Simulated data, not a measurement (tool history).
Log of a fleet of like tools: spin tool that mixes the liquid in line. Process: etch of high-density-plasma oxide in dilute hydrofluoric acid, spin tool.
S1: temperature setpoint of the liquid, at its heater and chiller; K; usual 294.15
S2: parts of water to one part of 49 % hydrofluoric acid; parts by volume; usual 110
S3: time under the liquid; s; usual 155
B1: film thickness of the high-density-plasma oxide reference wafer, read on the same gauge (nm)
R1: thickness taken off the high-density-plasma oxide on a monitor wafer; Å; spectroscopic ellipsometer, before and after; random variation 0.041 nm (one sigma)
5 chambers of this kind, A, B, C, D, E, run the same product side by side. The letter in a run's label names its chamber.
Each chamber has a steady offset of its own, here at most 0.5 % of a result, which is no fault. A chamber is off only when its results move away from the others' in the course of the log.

run 1B day=0.375 | S1=294.15 S2=110 S3=155 | B1=69.944 | R1=129.470
run 2A day=0.962 | S1=294.15 S2=110 S3=155 | B1=69.992 | R1=129.410
run 3C day=1.521 | S1=294.15 S2=110 S3=155 | B1=70.021 | R1=129.790
run 4E day=1.850 | S1=294.15 S2=110 S3=155 | B1=70.025 | R1=128.900
run 5D day=2.429 | S1=294.15 S2=110 S3=155 | B1=69.992 | R1=130.350
run 6C day=2.942 | S1=294.15 S2=90 S3=90 | B1=70.012 | R1=94.726
-- day=3.212 chamber B: thermometer replaced
run 7B day=3.396 | S1=294.15 S2=90 S3=90 | B1=70.024 | R1=93.946
run 8E day=3.700 | S1=294.15 S2=90 S3=90 | B1=69.995 | R1=93.450
run 9D day=4.188 | S1=294.15 S2=90 S3=90 | B1=70.008 | R1=93.773
run 10A day=4.675 | S1=294.15 S2=90 S3=90 | B1=69.954 | R1=94.099
-- day=4.804 chamber B: hydrofluoric acid flow meter replaced
-- day=4.850 chamber E: hydrofluoric acid flow meter replaced
run 11C day=5.054 | S1=290.65 S2=110 S3=110 | B1=69.974 | R1=79.682
run 12B day=5.525 | S1=290.65 S2=110 S3=110 | B1=69.984 | R1=79.741
run 13A day=6.183 | S1=290.65 S2=110 S3=110 | B1=70.045 | R1=79.972
run 14D day=6.542 | S1=290.65 S2=110 S3=110 | B1=69.975 | R1=79.886
run 15E day=7.208 | S1=290.65 S2=110 S3=110 | B1=69.962 | R1=79.525
-- day=7.429 chamber A: hydrofluoric acid flow meter replaced
run 16C day=7.521 | S1=294.15 S2=110 S3=155 | B1=69.977 | R1=129.770
run 17D day=8.004 | S1=294.15 S2=110 S3=155 | B1=69.956 | R1=129.560
run 18E day=8.408 | S1=294.15 S2=110 S3=155 | B1=69.994 | R1=129.260
run 19A day=8.817 | S1=294.15 S2=110 S3=155 | B1=69.999 | R1=129.760
run 20B day=9.142 | S1=294.15 S2=110 S3=155 | B1=70.015 | R1=130.220
run 21B day=9.533 | S1=294.15 S2=110 S3=155 | B1=69.985 | R1=129.930
run 22D day=10.042 | S1=294.15 S2=110 S3=155 | B1=69.945 | R1=129.840
run 23A day=10.633 | S1=294.15 S2=110 S3=155 | B1=69.965 | R1=130.070
run 24C day=11.021 | S1=294.15 S2=110 S3=155 | B1=70.002 | R1=127.630
run 25E day=11.579 | S1=294.15 S2=110 S3=155 | B1=69.992 | R1=129.540
run 26E day=11.900 | S1=294.15 S2=75 S3=155 | B1=70.044 | R1=196.910
run 27D day=12.321 | S1=294.15 S2=75 S3=155 | B1=70.004 | R1=195.130
run 28A day=12.862 | S1=294.15 S2=75 S3=155 | B1=69.994 | R1=198.960
run 29B day=13.200 | S1=294.15 S2=75 S3=155 | B1=69.994 | R1=199.220
run 30C day=13.758 | S1=294.15 S2=75 S3=155 | B1=70.017 | R1=195.570
run 31B day=14.329 | S1=296.65 S2=110 S3=195 | B1=69.998 | R1=180.070
run 32A day=14.642 | S1=296.65 S2=110 S3=195 | B1=69.944 | R1=181.880
run 33E day=15.021 | S1=296.65 S2=110 S3=195 | B1=70.001 | R1=179.710
run 34C day=15.642 | S1=296.65 S2=110 S3=195 | B1=70.005 | R1=174.670
run 35D day=16.200 | S1=296.65 S2=110 S3=195 | B1=69.977 | R1=180.830
run 36A day=16.642 | S1=294.15 S2=110 S3=155 | B1=69.997 | R1=130.510
run 37C day=17.083 | S1=294.15 S2=110 S3=155 | B1=70.004 | R1=124.480
run 38D day=17.650 | S1=294.15 S2=135 S3=115 | B1=70.013 | R1=76.390

All 5 chambers run these settings next. Forecast each chamber's results:
run 39A day=18.138 | S1=294.15 S2=110 S3=155 | R1=?
run 39B day=18.138 | S1=294.15 S2=110 S3=155 | R1=?
run 39C day=18.138 | S1=294.15 S2=110 S3=155 | R1=?
run 39D day=18.138 | S1=294.15 S2=110 S3=155 | R1=?
run 39E day=18.138 | S1=294.15 S2=110 S3=155 | R1=?

run=39A R1=130.150
run=39B R1=129.370
run=39C R1=124.640
run=39D R1=129.570
run=39E R1=129.050

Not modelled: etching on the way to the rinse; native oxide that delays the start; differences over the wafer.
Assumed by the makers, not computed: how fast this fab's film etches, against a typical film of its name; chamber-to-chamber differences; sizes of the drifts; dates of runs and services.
